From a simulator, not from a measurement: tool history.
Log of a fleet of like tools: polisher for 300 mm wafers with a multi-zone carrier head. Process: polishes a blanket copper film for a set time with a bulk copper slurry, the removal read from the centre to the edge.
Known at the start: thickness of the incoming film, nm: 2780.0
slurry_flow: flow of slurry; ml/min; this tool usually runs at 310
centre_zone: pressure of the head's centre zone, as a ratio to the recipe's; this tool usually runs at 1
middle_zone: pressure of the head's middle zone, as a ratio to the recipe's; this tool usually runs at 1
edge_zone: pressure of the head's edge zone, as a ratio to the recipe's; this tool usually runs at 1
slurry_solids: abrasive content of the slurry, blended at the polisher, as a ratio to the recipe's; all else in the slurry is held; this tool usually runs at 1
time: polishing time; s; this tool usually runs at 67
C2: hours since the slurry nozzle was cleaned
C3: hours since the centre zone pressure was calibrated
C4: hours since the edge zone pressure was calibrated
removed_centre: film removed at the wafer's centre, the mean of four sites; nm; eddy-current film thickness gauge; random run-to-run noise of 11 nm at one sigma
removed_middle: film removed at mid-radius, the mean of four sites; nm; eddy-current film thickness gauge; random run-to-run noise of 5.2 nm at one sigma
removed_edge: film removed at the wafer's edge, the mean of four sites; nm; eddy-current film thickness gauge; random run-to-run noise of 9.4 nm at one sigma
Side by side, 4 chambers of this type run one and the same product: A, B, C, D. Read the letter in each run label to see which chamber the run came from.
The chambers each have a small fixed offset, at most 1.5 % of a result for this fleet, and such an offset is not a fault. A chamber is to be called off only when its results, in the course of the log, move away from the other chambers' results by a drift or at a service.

-- day=0.271 chamber A: worn pad replaced by a new one
run 1A day=0.596 | slurry_flow=310 centre_zone=1 middle_zone=1 edge_zone=1 slurry_solids=1 time=67 | wafers_polished_on_this_pad=81 C2=16.1 C3=621.1 C4=294.9 | removed_centre=824.86 removed_middle=827.6 removed_edge=850.54
run 2C day=1.083 | slurry_flow=310 centre_zone=1 middle_zone=1 edge_zone=1 slurry_solids=1 time=67 | wafers_polished_on_this_pad=696 C2=61.5 C3=50.3 C4=837 | removed_centre=848.66 removed_middle=831.8 removed_edge=823.29
-- day=1.162 chamber C: worn pad replaced by a new one
run 3D day=1.392 | slurry_flow=310 centre_zone=1 middle_zone=1 edge_zone=1 slurry_solids=1 time=67 | wafers_polished_on_this_pad=973 C2=427.8 C3=324.3 C4=275.9 | removed_centre=839.97 removed_middle=835.78 removed_edge=843.31
run 4B day=2.062 | slurry_flow=310 centre_zone=1 middle_zone=1 edge_zone=1 slurry_solids=1 time=67 | wafers_polished_on_this_pad=960 C2=378.5 C3=388.8 C4=112.1 | removed_centre=833.16 removed_middle=834.87 removed_edge=808.35
run 5A day=2.667 | slurry_flow=310 centre_zone=1 middle_zone=1 edge_zone=1 slurry_solids=1 time=67 | wafers_polished_on_this_pad=596 C2=65.8 C3=670.8 C4=344.6 | removed_centre=837.72 removed_middle=832.04 removed_edge=835.02
-- day=3.146 chamber A: worn pad replaced by a new one
-- day=3.179 chamber D: worn pad replaced by a new one
run 6C day=3.208 | slurry_flow=310 centre_zone=1 middle_zone=1 edge_zone=1 slurry_solids=1 time=67 | wafers_polished_on_this_pad=509 C2=112.5 C3=101.3 C4=888 | removed_centre=831.27 removed_middle=830.37 removed_edge=804.74
run 7B day=3.8 | slurry_flow=310 centre_zone=1 middle_zone=1 edge_zone=1 slurry_solids=1 time=67 | wafers_polished_on_this_pad=1392 C2=420.2 C3=430.5 C4=153.8 | removed_centre=819.49 removed_middle=829.25 removed_edge=802.9
run 8D day=4.242 | slurry_flow=310 centre_zone=1 middle_zone=1 edge_zone=1 slurry_solids=1 time=67 | wafers_polished_on_this_pad=264 C2=496.2 C3=392.7 C4=344.3 | removed_centre=831.88 removed_middle=835.33 removed_edge=845.14
-- day=4.312 chamber C: worn pad replaced by a new one
run 9A day=4.804 | slurry_flow=310 centre_zone=1 middle_zone=1 edge_zone=1 slurry_solids=1 time=67 | wafers_polished_on_this_pad=412 C2=117.1 C3=722.1 C4=395.9 | removed_centre=814.21 removed_middle=823.52 removed_edge=816.74
run 10C day=5.225 | slurry_flow=310 centre_zone=0.95 middle_zone=1 edge_zone=1 slurry_solids=1 time=67 | wafers_polished_on_this_pad=227 C2=160.9 C3=149.7 C4=936.4 | removed_centre=777.02 removed_middle=826.56 removed_edge=823.59
run 11B day=5.642 | slurry_flow=310 centre_zone=0.95 middle_zone=1 edge_zone=1 slurry_solids=1 time=67 | wafers_polished_on_this_pad=1850 C2=464.4 C3=474.7 C4=198 | removed_centre=759.58 removed_middle=811.03 removed_edge=792.69
-- day=6.121 chamber A: worn pad replaced by a new one
run 12D day=6.262 | slurry_flow=310 centre_zone=0.95 middle_zone=1 edge_zone=1 slurry_solids=1 time=67 | wafers_polished_on_this_pad=767 C2=544.7 C3=441.2 C4=392.8 | removed_centre=783.68 removed_middle=829.29 removed_edge=827.65
run 13A day=6.621 | slurry_flow=310 centre_zone=0.95 middle_zone=1 edge_zone=1 slurry_solids=1 time=67 | wafers_polished_on_this_pad=125 C2=160.7 C3=765.7 C4=439.5 | removed_centre=767.13 removed_middle=814.93 removed_edge=817.11
run 14C day=7.125 | slurry_flow=310 centre_zone=1 middle_zone=1 edge_zone=1 slurry_solids=1 time=67 | wafers_polished_on_this_pad=700 C2=206.5 C3=195.3 C4=982 | removed_centre=816.17 removed_middle=830.49 removed_edge=800.22
-- day=7.338 chamber C: slurry nozzle cleaned
-- day=7.367 chamber C: worn pad replaced by a new one
run 15D day=7.8 | slurry_flow=310 centre_zone=1 middle_zone=1 edge_zone=1 slurry_solids=1 time=67 | wafers_polished_on_this_pad=1150 C2=581.6 C3=478.1 C4=429.7 | removed_centre=834.75 removed_middle=832.85 removed_edge=842.73
-- day=8.033 chamber D: worn pad replaced by a new one
-- day=8.108 chamber D: slurry nozzle cleaned
run 16B day=8.462 | slurry_flow=310 centre_zone=1 middle_zone=1 edge_zone=1 slurry_solids=1 time=67 | wafers_polished_on_this_pad=2552 C2=532.1 C3=542.4 C4=265.7 | removed_centre=773.47 removed_middle=790.23 removed_edge=778.88
-- day=9.05 chamber A: worn pad replaced by a new one
run 17B day=9.104 | slurry_flow=310 centre_zone=1 middle_zone=1 edge_zone=1 slurry_solids=1 time=67 | wafers_polished_on_this_pad=2712 C2=547.5 C3=557.8 C4=281.1 | removed_centre=784.04 removed_middle=784.04 removed_edge=777.12
run 18A day=9.479 | slurry_flow=365 centre_zone=1.07 middle_zone=1 edge_zone=1 slurry_solids=1 time=67 | wafers_polished_on_this_pad=106 C2=229.3 C3=834.3 C4=508.1 | removed_centre=874.03 removed_middle=826.65 removed_edge=846.14
run 19D day=10.067 | slurry_flow=365 centre_zone=1.07 middle_zone=1 edge_zone=1 slurry_solids=1 time=67 | wafers_polished_on_this_pad=506 C2=47 C3=532.5 C4=484.1 | removed_centre=896.84 removed_middle=842.6 removed_edge=838.02
-- day=10.25 chamber C: worn pad replaced by a new one
run 20C day=10.483 | slurry_flow=365 centre_zone=1.07 middle_zone=1 edge_zone=1 slurry_solids=1 time=67 | wafers_polished_on_this_pad=58 C2=75.5 C3=275.9 C4=1062.6 | removed_centre=907.68 removed_middle=837.84 removed_edge=823.8
-- day=10.554 chamber A: centre zone pressure recalibrated
run 21D day=10.875 | slurry_flow=365 centre_zone=1.07 middle_zone=1 edge_zone=1 slurry_solids=1 time=67 | wafers_polished_on_this_pad=707 C2=66.4 C3=551.9 C4=503.5 | removed_centre=909.95 removed_middle=852.67 removed_edge=854.47
run 22A day=11.292 | slurry_flow=310 centre_zone=1 middle_zone=1 edge_zone=1 slurry_solids=1 time=67 | wafers_polished_on_this_pad=557 C2=272.8 C3=17.7 C4=551.6 | removed_centre=830.18 removed_middle=817.7 removed_edge=825.26
run 23C day=11.721 | slurry_flow=310 centre_zone=1 middle_zone=1 edge_zone=1 slurry_solids=1 time=67 | wafers_polished_on_this_pad=366 C2=105.2 C3=305.6 C4=1092.3 | removed_centre=830.3 removed_middle=827.41 removed_edge=818.34
-- day=11.85 chamber A: worn pad replaced by a new one
run 24B day=12.075 | slurry_flow=310 centre_zone=1 middle_zone=1 edge_zone=1 slurry_solids=1 time=67 | wafers_polished_on_this_pad=3451 C2=618.8 C3=629.1 C4=352.4 | removed_centre=756.03 removed_middle=768.47 removed_edge=746.44
run 25B day=12.721 | slurry_flow=310 centre_zone=1 middle_zone=1 edge_zone=1 slurry_solids=1 time=67 | wafers_polished_on_this_pad=3612 C2=634.3 C3=644.6 C4=367.9 | removed_centre=762.13 removed_middle=750.96 removed_edge=745.82
run 26A day=13.092 | slurry_flow=310 centre_zone=1 middle_zone=1 edge_zone=1 slurry_solids=1 time=67 | wafers_polished_on_this_pad=309 C2=316 C3=60.9 C4=594.8 | removed_centre=816.39 removed_middle=823.4 removed_edge=825.85
-- day=13.467 chamber C: worn pad replaced by a new one
run 27C day=13.529 | slurry_flow=310 centre_zone=1 middle_zone=1 edge_zone=1 slurry_solids=1 time=67 | wafers_polished_on_this_pad=16 C2=148.6 C3=349 C4=1135.7 | removed_centre=837.51 removed_middle=840.54 removed_edge=799.24

The same settings go to every chamber for the next run, one line per chamber below. Forecast the results for each:
run 28A day=14.025 | slurry_flow=310 centre_zone=1.07 middle_zone=1 edge_zone=1 slurry_solids=1 time=67 | removed_centre=? removed_middle=? removed_edge=?
run 28B day=14.025 | slurry_flow=310 centre_zone=1.07 middle_zone=1 edge_zone=1 slurry_solids=1 time=67 | removed_centre=? removed_middle=? removed_edge=?
run 28C day=14.025 | slurry_flow=310 centre_zone=1.07 middle_zone=1 edge_zone=1 slurry_solids=1 time=67 | removed_centre=? removed_middle=? removed_edge=?
run 28D day=14.025 | slurry_flow=310 centre_zone=1.07 middle_zone=1 edge_zone=1 slurry_solids=1 time=67 | removed_centre=? removed_middle=? removed_edge=?

run=28A removed_centre=881.29 removed_middle=835.58 removed_edge=828.75
run=28B removed_centre=785.45 removed_middle=745.99 removed_edge=722.8
run=28C removed_centre=882.89 removed_middle=828.14 removed_edge=808.34
run=28D removed_centre=901.2 removed_middle=842.39 removed_edge=826.16

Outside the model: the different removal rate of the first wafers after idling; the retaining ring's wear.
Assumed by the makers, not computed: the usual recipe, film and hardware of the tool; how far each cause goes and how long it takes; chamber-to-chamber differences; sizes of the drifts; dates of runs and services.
